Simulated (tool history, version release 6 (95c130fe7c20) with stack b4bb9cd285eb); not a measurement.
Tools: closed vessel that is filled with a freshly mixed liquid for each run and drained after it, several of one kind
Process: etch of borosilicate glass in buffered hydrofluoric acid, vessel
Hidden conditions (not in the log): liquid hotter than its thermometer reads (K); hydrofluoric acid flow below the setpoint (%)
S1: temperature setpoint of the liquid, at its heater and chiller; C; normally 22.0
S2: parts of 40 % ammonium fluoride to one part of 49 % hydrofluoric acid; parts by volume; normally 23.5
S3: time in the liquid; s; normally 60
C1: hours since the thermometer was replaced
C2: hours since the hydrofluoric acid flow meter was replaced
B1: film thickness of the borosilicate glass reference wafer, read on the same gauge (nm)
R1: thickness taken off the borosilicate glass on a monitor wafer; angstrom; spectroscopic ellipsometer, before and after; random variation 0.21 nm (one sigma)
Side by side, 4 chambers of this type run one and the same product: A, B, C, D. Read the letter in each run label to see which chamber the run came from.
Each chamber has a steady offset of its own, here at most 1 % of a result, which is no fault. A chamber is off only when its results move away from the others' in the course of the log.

Run 1A, day 0.329: usual settings; C1 42.4; C2 1379.7; B1 130.00. Result: R1 303.19 angstrom.
Run 2C, day 0.879: usual settings; C1 757.5; C2 1039.6; B1 130.04. Result: R1 298.16 angstrom.
Run 3D, day 1.288: usual settings; C1 560.5; C2 51.5; B1 129.99. Result: R1 297.28 angstrom.
Run 4B, day 1.833: usual settings; C1 132.5; C2 855.4; B1 129.99. Result: R1 300.74 angstrom.
Run 5C, day 2.383: usual settings; C1 793.6; C2 1075.7; B1 130.02. Result: R1 302.46 angstrom.
Run 6D, day 2.900: usual settings; C1 599.2; C2 90.2; B1 130.00. Result: R1 297.12 angstrom.
Run 7A, day 3.350: usual settings; C1 114.9; C2 1452.2; B1 129.99. Result: R1 299.71 angstrom.
Run 8B, day 3.721: usual settings; C1 177.8; C2 900.7; B1 130.01. Result: R1 300.17 angstrom.
Run 9B, day 4.283: usual settings; C1 191.3; C2 914.2; B1 129.97. Result: R1 298.02 angstrom.
Run 10C, day 4.675: usual settings; C1 848.6; C2 1130.7; B1 130.01. Result: R1 298.89 angstrom.
Run 11D, day 5.054: usual settings; C1 650.9; C2 141.9; B1 130.01. Result: R1 305.31 angstrom.
Run 12A, day 5.492: usual settings; C1 166.3; C2 1503.6; B1 129.97. Result: R1 305.33 angstrom.
Run 13A, day 5.825: usual settings; C1 174.3; C2 1511.6; B1 129.98. Result: R1 302.14 angstrom.
Run 14B, day 6.138: usual settings; C1 235.8; C2 958.7; B1 130.01. Result: R1 305.01 angstrom.
Run 15D, day 6.483: usual settings but S1 24.5 C; C1 685.2; C2 176.2; B1 130.01. Result: R1 349.04 angstrom.
Run 16C, day 7.025: usual settings but S1 24.5 C; C1 905.0; C2 1187.1; B1 130.00. Result: R1 342.62 angstrom.
Run 17C, day 7.412: usual settings but S1 24.5 C; C1 914.3; C2 1196.4; B1 129.98. Result: R1 341.81 angstrom.
At day 7.608: chamber B: hydrofluoric acid flow meter replaced.
Run 18B, day 7.683: usual settings but S1 24.5 C; C1 272.9; C2 1.8; B1 130.01. Result: R1 342.94 angstrom.
Run 19A, day 8.192: usual settings; C1 231.1; C2 1568.4; B1 130.00. Result: R1 300.59 angstrom.
Run 20D, day 8.746: usual settings; C1 739.5; C2 230.5; B1 130.00. Result: R1 307.85 angstrom.
Run 21B, day 9.279: usual settings but S2 30.0 parts by volume; C1 311.2; C2 40.1; B1 129.98. Result: R1 255.76 angstrom.
Run 22A, day 9.783: usual settings but S2 30.0 parts by volume; C1 269.3; C2 1606.6; B1 130.01. Result: R1 255.46 angstrom.
Run 23C, day 10.083: usual settings but S2 30.0 parts by volume; C1 978.4; C2 1260.5; B1 129.99. Result: R1 255.31 angstrom.
Run 24D, day 10.408: usual settings but S2 30.0 parts by volume; C1 779.4; C2 270.4; B1 129.97. Result: R1 262.64 angstrom.
Run 25A, day 10.825: usual settings; C1 294.3; C2 1631.6; B1 129.99. Result: R1 302.63 angstrom.
Run 26D, day 11.396: usual settings; C1 803.1; C2 294.1; B1 130.00. Result: R1 313.08 angstrom.
Run 27C, day 11.725: usual settings; C1 1017.8; C2 1299.9; B1 130.00. Result: R1 298.60 angstrom.
Run 28B, day 12.233: usual settings; C1 382.1; C2 111.0; B1 129.97. Result: R1 301.28 angstrom.
Run 29A, day 12.775: usual settings but S1 18.5 C, S3 70 s; C1 341.1; C2 1678.4; B1 130.03. Result: R1 294.13 angstrom.

All 4 chambers run these settings next. Forecast each chamber's results:
Run 30A, day 13.188: usual settings. Result: R1 ?.
Run 30B, day 13.188: usual settings. Result: R1 ?.
Run 30C, day 13.188: usual settings. Result: R1 ?.
Run 30D, day 13.188: usual settings. Result: R1 ?.

run      R1
30A  304.06
30B  303.85
30C  297.66
30D  319.65
